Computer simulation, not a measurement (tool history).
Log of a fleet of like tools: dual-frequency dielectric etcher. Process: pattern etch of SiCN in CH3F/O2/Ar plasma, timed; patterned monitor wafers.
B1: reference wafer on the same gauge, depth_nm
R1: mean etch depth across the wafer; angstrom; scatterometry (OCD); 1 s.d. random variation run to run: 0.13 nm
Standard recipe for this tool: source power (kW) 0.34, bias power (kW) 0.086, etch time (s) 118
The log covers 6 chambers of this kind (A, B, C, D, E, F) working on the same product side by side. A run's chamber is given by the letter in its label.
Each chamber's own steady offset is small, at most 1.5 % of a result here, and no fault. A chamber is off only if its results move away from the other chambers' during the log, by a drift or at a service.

Run 1D, hour 9.3: usual settings; B1 45.186. Result: R1 446.23 angstrom.
Run 2E, hour 16.1: usual settings; B1 45.191. Result: R1 447.11 angstrom.
Run 3B, hour 21.9: usual settings; B1 45.199. Result: R1 446.78 angstrom.
Run 4F, hour 26.5: usual settings; B1 45.192. Result: R1 445.4 angstrom.
Run 5A, hour 34.9: usual settings; B1 45.208. Result: R1 444.99 angstrom.
At hour 44.1: chamber C: wet clean of the chamber.
Run 6C, hour 44.2: usual settings; B1 45.204. Result: R1 445.73 angstrom.
Run 7B, hour 50.7: usual settings; B1 45.188. Result: R1 449.81 angstrom.
Run 8A, hour 57.4: usual settings; B1 45.208. Result: R1 444.13 angstrom.
Run 9E, hour 65.1: usual settings but source power (kW) 0.28; B1 45.184. Result: R1 417.7 angstrom.
Run 10F, hour 70.8: usual settings but source power (kW) 0.28; B1 45.196. Result: R1 415.7 angstrom.
Run 11C, hour 78.8: usual settings but source power (kW) 0.28; B1 45.157. Result: R1 415.43 angstrom.
Run 12D, hour 88.3: usual settings but source power (kW) 0.28; B1 45.198. Result: R1 413.92 angstrom.
Run 13B, hour 94.6: usual settings but source power (kW) 0.28; B1 45.232. Result: R1 420.13 angstrom.
Run 14C, hour 103.1: usual settings but source power (kW) 0.28; B1 45.209. Result: R1 415.73 angstrom.
Run 15F, hour 108.4: usual settings; B1 45.211. Result: R1 443.09 angstrom.
Run 16E, hour 112.9: usual settings; B1 45.214. Result: R1 447.6 angstrom.
Run 17D, hour 121.4: usual settings; B1 45.182. Result: R1 445.11 angstrom.
Run 18A, hour 131.1: usual settings; B1 45.183. Result: R1 441.09 angstrom.
Run 19E, hour 136.2: usual settings; B1 45.192. Result: R1 446.51 angstrom.
At hour 140.1: chamber A: wet clean of the chamber.
Run 20A, hour 143.4: usual settings; B1 45.178. Result: R1 459.72 angstrom.
Run 21C, hour 150: usual settings; B1 45.211. Result: R1 447.16 angstrom.
Run 22B, hour 156.2: usual settings; B1 45.205. Result: R1 450.38 angstrom.
Run 23F, hour 165.1: usual settings; B1 45.205. Result: R1 444.68 angstrom.
Run 24D, hour 170.1: usual settings; B1 45.213. Result: R1 446.23 angstrom.
Run 25A, hour 175.5: usual settings; B1 45.182. Result: R1 460.85 angstrom.
Run 26C, hour 184.5: usual settings; B1 45.198. Result: R1 445.2 angstrom.
At hour 185.8: chamber D: bias power generator calibrated.
Run 27E, hour 190.6: usual settings; B1 45.199. Result: R1 446.65 angstrom.
Run 28B, hour 199.3: usual settings; B1 45.2. Result: R1 452.38 angstrom.
At hour 206.5: chamber B: wet clean of the chamber.
Run 29F, hour 206.6: usual settings but source power (kW) 0.29, etch time (s) 137.5; B1 45.246. Result: R1 487 angstrom.
At hour 215.1: chamber F: wet clean of the chamber.
Run 30D, hour 216.1: usual settings but source power (kW) 0.29, etch time (s) 137.5; B1 45.192. Result: R1 487.46 angstrom.
Run 31A, hour 225.5: usual settings but source power (kW) 0.29, etch time (s) 137.5; B1 45.211. Result: R1 507.88 angstrom.
At hour 230.5: chamber C: source power generator calibrated.
Run 32F, hour 235: usual settings but source power (kW) 0.29, etch time (s) 137.5; B1 45.177. Result: R1 488.14 angstrom.
Run 33E, hour 243.3: usual settings but source power (kW) 0.29, etch time (s) 137.5; B1 45.21. Result: R1 489.87 angstrom.
Run 34C, hour 249.2: usual settings but source power (kW) 0.29, etch time (s) 137.5; B1 45.198. Result: R1 489.72 angstrom.
Run 35D, hour 254.6: usual settings; B1 45.199. Result: R1 444.08 angstrom.
Run 36B, hour 264: usual settings; B1 45.228. Result: R1 449.65 angstrom.
Run 37F, hour 271.4: usual settings; B1 45.218. Result: R1 445.3 angstrom.
Run 38D, hour 279.9: usual settings; B1 45.183. Result: R1 443.87 angstrom.
Run 39E, hour 289.7: usual settings but source power (kW) 0.39, bias power (kW) 0.097; B1 45.218. Result: R1 494.01 angstrom.
Run 40A, hour 294.3: usual settings but source power (kW) 0.39, bias power (kW) 0.097; B1 45.203. Result: R1 508.78 angstrom.
Run 41B, hour 300: usual settings but source power (kW) 0.39, bias power (kW) 0.097; B1 45.24. Result: R1 491.97 angstrom.
Run 42C, hour 304.3: usual settings but source power (kW) 0.39, bias power (kW) 0.097; B1 45.218. Result: R1 489.9 angstrom.
Run 43D, hour 308.8: usual settings but source power (kW) 0.39, bias power (kW) 0.097; B1 45.211. Result: R1 492.55 angstrom.

Next, all 6 chambers run the settings below, one line each with question marks for the results. What does each chamber give?
Run 44A, hour 315.8: usual settings. Result: R1 ?.
Run 44B, hour 315.8: usual settings. Result: R1 ?.
Run 44C, hour 315.8: usual settings. Result: R1 ?.
Run 44D, hour 315.8: usual settings. Result: R1 ?.
Run 44E, hour 315.8: usual settings. Result: R1 ?.
Run 44F, hour 315.8: usual settings. Result: R1 ?.

run      R1
44A  459.81
44B  449.71
44C  445.18
44D  442.98
44E  447.69
44F   444.9
